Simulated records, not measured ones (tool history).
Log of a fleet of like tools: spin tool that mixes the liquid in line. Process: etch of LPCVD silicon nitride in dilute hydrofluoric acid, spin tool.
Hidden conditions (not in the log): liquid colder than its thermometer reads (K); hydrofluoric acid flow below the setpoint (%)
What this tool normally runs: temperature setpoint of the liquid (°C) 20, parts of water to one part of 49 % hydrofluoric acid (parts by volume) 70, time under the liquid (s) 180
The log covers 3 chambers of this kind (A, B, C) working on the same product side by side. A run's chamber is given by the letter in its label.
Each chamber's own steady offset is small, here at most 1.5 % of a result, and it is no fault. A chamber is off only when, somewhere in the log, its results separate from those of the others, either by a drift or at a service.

run   hour  temperature setpoint of the liquid (°C)  parts of water to one part of 49 % hydrofluoric acid (parts by volume)  time under the liquid (s)  hours since the thermometer was replaced  hours since the hydrofluoric acid flow meter was replaced  read-back film thickness of the LPCVD silicon nitride reference wafer, read on the same gauge (nm)  thickness taken off the LPCVD silicon nitride on a monitor wafer (angstrom)
 1B     10                                       20                                                                      70                        180                                    1664.1                                                      929.6                                                                                              119.98                                                                       9.6237
      17.9  -- chamber A: thermometer replaced
 2C   22.3                                       20                                                                      70                        180                                     408.2                                                      625.9                                                                                              119.99                                                                       9.6932
 3A   34.3                                       20                                                                      70                        180                                      16.4                                                      837.9                                                                                                 120                                                                       9.5762
 4B   45.2                                       20                                                                      70                        180                                    1699.3                                                      964.8                                                                                              119.99                                                                       9.9021
 5A   55.7                                       20                                                                      70                        180                                      37.8                                                      859.3                                                                                              120.02                                                                       9.8361
 6C   67.5                                       20                                                                      70                        180                                     453.4                                                      671.1                                                                                              119.97                                                                       10.086
 7C   75.7                                       20                                                                      70                        180                                     461.6                                                      679.3                                                                                                 120                                                                       9.2248
 8B   83.1                                       20                                                                      70                        180                                    1737.2                                                     1002.7                                                                                                 120                                                                       10.037
 9A   92.6                                       20                                                                      70                        180                                      74.7                                                      896.2                                                                                                 120                                                                       10.012
10A  100.4                                       20                                                                      40                         75                                      82.5                                                        904                                                                                              120.02                                                                       7.3112
11C  106.5                                       20                                                                      40                         75                                     492.4                                                      710.1                                                                                              120.01                                                                        7.081
12B  114.5                                       20                                                                      40                         75                                    1768.6                                                     1034.1                                                                                              119.98                                                                        6.916
13C  120.4                                       20                                                                      70                        180                                     506.3                                                        724                                                                                              120.02                                                                        9.857
14A  130.2                                       20                                                                      70                        180                                     112.3                                                      933.8                                                                                              120.02                                                                       9.6498
15B  140.1                                       20                                                                      70                        180                                    1794.2                                                     1059.7                                                                                              119.99                                                                       9.8744
16C  152.5                                       20                                                                      70                        180                                     538.4                                                      756.1                                                                                              119.99                                                                       9.5518
17B  161.2                                       20                                                                      70                        180                                    1815.3                                                     1080.8                                                                                              120.01                                                                       9.5061
18A  168.4                                       20                                                                      70                        180                                     150.5                                                        972                                                                                              120.01                                                                       9.4762
19C  180.3                                       20                                                                      50                        180                                     566.2                                                      783.9                                                                                              119.99                                                                       13.723
20B  188.9                                       20                                                                      50                        180                                      1843                                                     1108.5                                                                                                 120                                                                       13.444
21A  199.6                                       20                                                                      50                        180                                     181.7                                                     1003.2                                                                                              120.01                                                                       14.405
22C  210.2                                       20                                                                      70                        180                                     596.1                                                      813.8                                                                                              119.98                                                                       10.194
     216.3  -- chamber A: hydrofluoric acid flow meter replaced
23B  222.9                                       20                                                                      70                        180                                      1877                                                     1142.5                                                                                              120.01                                                                       9.3546
24A  234.7                                       20                                                                      70                        180                                     216.8                                                       18.5                                                                                              120.01                                                                       9.8131
25B  243.8                                       20                                                                      70                        180                                    1897.9                                                     1163.4                                                                                                 120                                                                       9.6663
26C  253.3                                       20                                                                      85                        180                                     639.2                                                      856.9                                                                                                 120                                                                       8.3125
27A    261                                       20                                                                      85                        180                                     243.1                                                       44.8                                                                                                 120                                                                       8.5883
28C  272.3                                       20                                                                      85                        180                                     658.2                                                      875.9                                                                                                 120                                                                       8.0103
29B  278.6                                       20                                                                      70                        180                                    1932.7                                                     1198.2                                                                                              119.99                                                                       9.9512
30A    291                                       20                                                                      70                        180                                     273.1                                                       74.8                                                                                                 120                                                                       9.9139
31A  298.5                                       20                                                                      70                        100                                     280.6                                                       82.3                                                                                                 120                                                                       5.2095
32C  306.5                                       20                                                                      70                        100                                     692.4                                                      910.1                                                                                              120.01                                                                       5.5247
33B  312.1                                       20                                                                      70                        100                                    1966.2                                                     1231.7                                                                                                 120                                                                       5.4206
34C  319.7                                       20                                                                      70                        180                                     705.6                                                      923.3                                                                                              119.98                                                                       9.7769
35A  329.4                                       20                                                                      70                        180                                     311.5                                                      113.2                                                                                              119.98                                                                       10.427

Has any chamber moved away from the others, gradually or after a service, or does the common gauge drift, or do the chambers differ only by their own small steady offsets? State the chamber and the most likely cause if one applies.

No chamber stands off beyond its own small offset, and the gauge holds steady.

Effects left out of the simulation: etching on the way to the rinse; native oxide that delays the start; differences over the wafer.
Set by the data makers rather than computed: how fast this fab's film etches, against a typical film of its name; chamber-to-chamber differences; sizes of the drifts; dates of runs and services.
